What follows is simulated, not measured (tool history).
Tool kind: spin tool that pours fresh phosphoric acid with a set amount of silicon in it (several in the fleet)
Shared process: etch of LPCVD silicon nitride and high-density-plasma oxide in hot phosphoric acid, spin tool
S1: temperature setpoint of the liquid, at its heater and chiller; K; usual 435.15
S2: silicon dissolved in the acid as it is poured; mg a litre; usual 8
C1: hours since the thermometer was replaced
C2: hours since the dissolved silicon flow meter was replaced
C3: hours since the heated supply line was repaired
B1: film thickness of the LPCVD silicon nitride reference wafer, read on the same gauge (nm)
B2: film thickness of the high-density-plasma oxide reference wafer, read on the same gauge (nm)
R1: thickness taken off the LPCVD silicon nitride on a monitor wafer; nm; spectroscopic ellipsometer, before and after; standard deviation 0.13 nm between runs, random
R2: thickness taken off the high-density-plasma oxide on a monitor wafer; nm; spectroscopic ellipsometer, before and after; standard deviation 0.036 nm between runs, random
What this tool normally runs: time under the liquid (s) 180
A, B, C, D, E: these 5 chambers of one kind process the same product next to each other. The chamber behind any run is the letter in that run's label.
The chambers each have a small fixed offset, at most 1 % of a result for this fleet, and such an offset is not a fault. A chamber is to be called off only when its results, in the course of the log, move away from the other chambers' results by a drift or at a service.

Run 1E, day 0.312: usual settings; C1 235.1; C2 444.1; C3 761.8; B1 29.98; B2 150.02. Result: R1 18.175 nm, R2 0.66375 nm.
Run 2B, day 0.75: usual settings; C1 104.6; C2 960.3; C3 295.2; B1 29.997; B2 150.02. Result: R1 18.017 nm, R2 0.62206 nm.
Run 3A, day 1.229: usual settings; C1 1011.6; C2 491.9; C3 158.8; B1 29.97; B2 149.98. Result: R1 18.571 nm, R2 0.65267 nm.
Run 4C, day 1.696: usual settings; C1 797.4; C2 1683.9; C3 2920.7; B1 29.952; B2 150.03. Result: R1 18.369 nm, R2 0.63706 nm.
Run 5D, day 1.967: usual settings; C1 64.7; C2 639.9; C3 1044.9; B1 30.021; B2 150.03. Result: R1 18.03 nm, R2 0.5968 nm.
Run 6E, day 2.221: usual settings; C1 280.9; C2 489.9; C3 807.6; B1 30.026; B2 149.98. Result: R1 18.264 nm, R2 0.57837 nm.
Run 7A, day 2.579: usual settings but S2 12.5 mg a litre; C1 1044; C2 524.3; C3 191.2; B1 30.023; B2 150.02. Result: R1 18.289 nm, R2 0.58213 nm.
Run 8C, day 2.808: usual settings but S2 12.5 mg a litre; C1 824.1; C2 1710.6; C3 2947.4; B1 29.993; B2 150. Result: R1 18.226 nm, R2 0.57338 nm.
Run 9D, day 3.083: usual settings but S2 12.5 mg a litre; C1 91.5; C2 666.7; C3 1071.7; B1 30.051; B2 149.98. Result: R1 18.39 nm, R2 0.54505 nm.
Run 10B, day 3.542: usual settings but S2 12.5 mg a litre; C1 171.6; C2 1027.3; C3 362.2; B1 30.04; B2 150.02. Result: R1 18.275 nm, R2 0.55497 nm.
Run 11D, day 3.95: usual settings but S2 12.5 mg a litre; C1 112.3; C2 687.5; C3 1092.5; B1 29.922; B2 149.98. Result: R1 18.193 nm, R2 0.54999 nm.
Run 12E, day 4.229: usual settings; C1 329.1; C2 538.1; C3 855.8; B1 30.034; B2 149.96. Result: R1 18.312 nm, R2 0.55919 nm.
Run 13A, day 4.708: usual settings; C1 1095.1; C2 575.4; C3 242.3; B1 30.052; B2 149.98. Result: R1 18.392 nm, R2 0.64488 nm.
Run 14C, day 5.125: usual settings; C1 879.7; C2 1766.2; C3 3003; B1 29.963; B2 150. Result: R1 18.212 nm, R2 0.68151 nm.
Run 15B, day 5.358: usual settings; C1 215.2; C2 1070.9; C3 405.8; B1 29.953; B2 150.05. Result: R1 18.367 nm, R2 0.73223 nm.
At day 5.629: chamber B: dissolved silicon flow meter replaced.
Run 16B, day 5.854: usual settings; C1 227.1; C2 5.4; C3 417.7; B1 29.998; B2 150.01. Result: R1 18.313 nm, R2 0.57976 nm.
Run 17A, day 6.35: usual settings but S1 433.15 K, S2 14 mg a litre; C1 1134.5; C2 614.8; C3 281.7; B1 29.971; B2 150. Result: R1 17.174 nm, R2 0.50247 nm.
Run 18E, day 6.75: usual settings but S1 433.15 K, S2 14 mg a litre; C1 389.6; C2 598.6; C3 916.3; B1 30.031; B2 149.97. Result: R1 17.027 nm, R2 0.50561 nm.
At day 7.021: chamber C: dissolved silicon flow meter replaced.
Run 19C, day 7.067: usual settings but S1 433.15 K, S2 14 mg a litre; C1 926.3; C2 1.1; C3 3049.6; B1 30.012; B2 150.01. Result: R1 17.169 nm, R2 0.49807 nm.
Run 20D, day 7.362: usual settings but S1 433.15 K, S2 14 mg a litre; C1 194.2; C2 769.4; C3 1174.4; B1 30.029; B2 150. Result: R1 17.162 nm, R2 0.4827 nm.
At day 7.567: chamber C: heated supply line repaired.
Run 21B, day 7.779: usual settings but S1 433.15 K, S2 14 mg a litre; C1 273.3; C2 51.6; C3 463.9; B1 29.955; B2 149.97. Result: R1 16.932 nm, R2 0.46525 nm.
Run 22A, day 8.171: usual settings; C1 1178.2; C2 658.5; C3 325.4; B1 29.963; B2 149.98. Result: R1 18.456 nm, R2 0.671 nm.
Run 23E, day 8.579: usual settings; C1 433.5; C2 642.5; C3 960.2; B1 30.018; B2 149.96. Result: R1 18.212 nm, R2 0.68159 nm.
Run 24D, day 8.829: usual settings; C1 229.4; C2 804.6; C3 1209.6; B1 29.968; B2 149.99. Result: R1 18.485 nm, R2 0.66736 nm.
Run 25C, day 9.108: usual settings; C1 975.3; C2 50.1; C3 37; B1 30.04; B2 150.05. Result: R1 18.376 nm, R2 0.58396 nm.
Run 26C, day 9.417: usual settings; C1 982.7; C2 57.5; C3 44.4; B1 29.994; B2 150.03. Result: R1 18.243 nm, R2 0.6267 nm.
Run 27E, day 9.825: usual settings; C1 463.4; C2 672.4; C3 990.1; B1 30.03; B2 149.97. Result: R1 18.233 nm, R2 0.67878 nm.
Run 28A, day 10.083: usual settings; C1 1224.1; C2 704.4; C3 371.3; B1 29.983; B2 149.98. Result: R1 18.385 nm, R2 0.56966 nm.
Run 29D, day 10.546: usual settings; C1 270.6; C2 845.8; C3 1250.8; B1 30.015; B2 150.02. Result: R1 18.224 nm, R2 0.6234 nm.
Run 30B, day 10.779: usual settings; C1 345.3; C2 123.6; C3 535.9; B1 29.964; B2 150.02. Result: R1 18.088 nm, R2 0.60024 nm.

Does one chamber stand apart from the rest, does the shared gauge drift, or is all well apart from small per-chamber offsets? Give the chamber and the most likely cause, where there is one.

The fleet is healthy, with each chamber sitting at its usual small offset and no drift in the gauge.
